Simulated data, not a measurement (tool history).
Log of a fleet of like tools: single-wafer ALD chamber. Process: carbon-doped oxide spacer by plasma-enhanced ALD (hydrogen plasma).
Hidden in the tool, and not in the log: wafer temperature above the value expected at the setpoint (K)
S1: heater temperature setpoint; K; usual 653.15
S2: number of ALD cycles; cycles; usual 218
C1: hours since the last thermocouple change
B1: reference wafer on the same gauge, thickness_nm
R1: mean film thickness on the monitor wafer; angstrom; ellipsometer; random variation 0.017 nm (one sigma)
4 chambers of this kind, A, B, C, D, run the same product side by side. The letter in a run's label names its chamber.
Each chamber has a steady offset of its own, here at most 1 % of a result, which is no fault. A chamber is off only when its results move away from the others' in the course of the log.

run 1B hour=7.0 | S1=653.15 S2=218 | C1=142.5 | B1=10.499 | R1=108.80
run 2C hour=16.6 | S1=653.15 S2=218 | C1=1918.3 | B1=10.500 | R1=108.79
run 3A hour=23.4 | S1=653.15 S2=218 | C1=1918.3 | B1=10.495 | R1=107.96
run 4D hour=32.1 | S1=653.15 S2=218 | C1=436.7 | B1=10.491 | R1=108.49
run 5A hour=37.1 | S1=653.15 S2=218 | C1=1932.0 | B1=10.494 | R1=108.04
run 6B hour=45.8 | S1=653.15 S2=218 | C1=181.3 | B1=10.488 | R1=108.97
run 7D hour=55.5 | S1=653.15 S2=218 | C1=460.1 | B1=10.486 | R1=108.41
run 8C hour=61.4 | S1=653.15 S2=218 | C1=1963.1 | B1=10.481 | R1=109.14
run 9C hour=68.5 | S1=653.15 S2=218 | C1=1970.2 | B1=10.483 | R1=109.12
run 10D hour=78.0 | S1=653.15 S2=218 | C1=482.6 | B1=10.475 | R1=108.45
run 11A hour=88.4 | S1=653.15 S2=238 | C1=1983.3 | B1=10.477 | R1=117.89
run 12B hour=93.5 | S1=653.15 S2=238 | C1=229.0 | B1=10.474 | R1=118.75
run 13D hour=98.2 | S1=653.15 S2=238 | C1=502.8 | B1=10.477 | R1=118.42
run 14C hour=103.1 | S1=653.15 S2=238 | C1=2004.8 | B1=10.470 | R1=118.91
run 15A hour=108.9 | S1=641.15 S2=259 | C1=2003.8 | B1=10.471 | R1=127.88
run 16B hour=116.7 | S1=641.15 S2=259 | C1=252.2 | B1=10.467 | R1=128.81
run 17C hour=123.4 | S1=641.15 S2=259 | C1=2025.1 | B1=10.470 | R1=129.59
run 18A hour=129.1 | S1=641.15 S2=259 | C1=2024.0 | B1=10.465 | R1=127.72
run 19D hour=137.4 | S1=653.15 S2=218 | C1=542.0 | B1=10.466 | R1=108.23
run 20B hour=147.1 | S1=653.15 S2=218 | C1=282.6 | B1=10.470 | R1=108.59
run 21C hour=155.7 | S1=653.15 S2=218 | C1=2057.4 | B1=10.465 | R1=108.68
run 22A hour=165.3 | S1=653.15 S2=218 | C1=2060.2 | B1=10.460 | R1=107.90
run 23B hour=175.5 | S1=653.15 S2=218 | C1=311.0 | B1=10.460 | R1=108.40
run 24D hour=184.6 | S1=653.15 S2=235 | C1=589.2 | B1=10.454 | R1=116.55
run 25B hour=194.1 | S1=653.15 S2=235 | C1=329.6 | B1=10.453 | R1=117.02
run 26C hour=203.2 | S1=653.15 S2=235 | C1=2104.9 | B1=10.449 | R1=116.87
run 27A hour=212.3 | S1=653.15 S2=235 | C1=2107.2 | B1=10.449 | R1=116.13
run 28D hour=219.5 | S1=643.15 S2=218 | C1=624.1 | B1=10.451 | R1=107.92
run 29C hour=226.0 | S1=643.15 S2=218 | C1=2127.7 | B1=10.446 | R1=108.77
run 30B hour=230.8 | S1=643.15 S2=218 | C1=366.3 | B1=10.444 | R1=108.09
run 31D hour=235.9 | S1=643.15 S2=218 | C1=640.5 | B1=10.438 | R1=107.83
run 32A hour=245.2 | S1=653.15 S2=218 | C1=2140.1 | B1=10.443 | R1=107.71
run 33A hour=254.2 | S1=653.15 S2=218 | C1=2149.1 | B1=10.436 | R1=107.77
run 34D hour=263.3 | S1=653.15 S2=218 | C1=667.9 | B1=10.439 | R1=108.18
run 35C hour=269.2 | S1=653.15 S2=218 | C1=2170.9 | B1=10.434 | R1=108.26
run 36B hour=278.1 | S1=653.15 S2=218 | C1=413.6 | B1=10.433 | R1=108.18

All 4 chambers run these settings next. Forecast each chamber's results:
run 37A hour=285.8 | S1=653.15 S2=218 | R1=?
run 37B hour=285.8 | S1=653.15 S2=218 | R1=?
run 37C hour=285.8 | S1=653.15 S2=218 | R1=?
run 37D hour=285.8 | S1=653.15 S2=218 | R1=?

run=37A R1=107.19
run=37B R1=108.47
run=37C R1=108.47
run=37D R1=107.84

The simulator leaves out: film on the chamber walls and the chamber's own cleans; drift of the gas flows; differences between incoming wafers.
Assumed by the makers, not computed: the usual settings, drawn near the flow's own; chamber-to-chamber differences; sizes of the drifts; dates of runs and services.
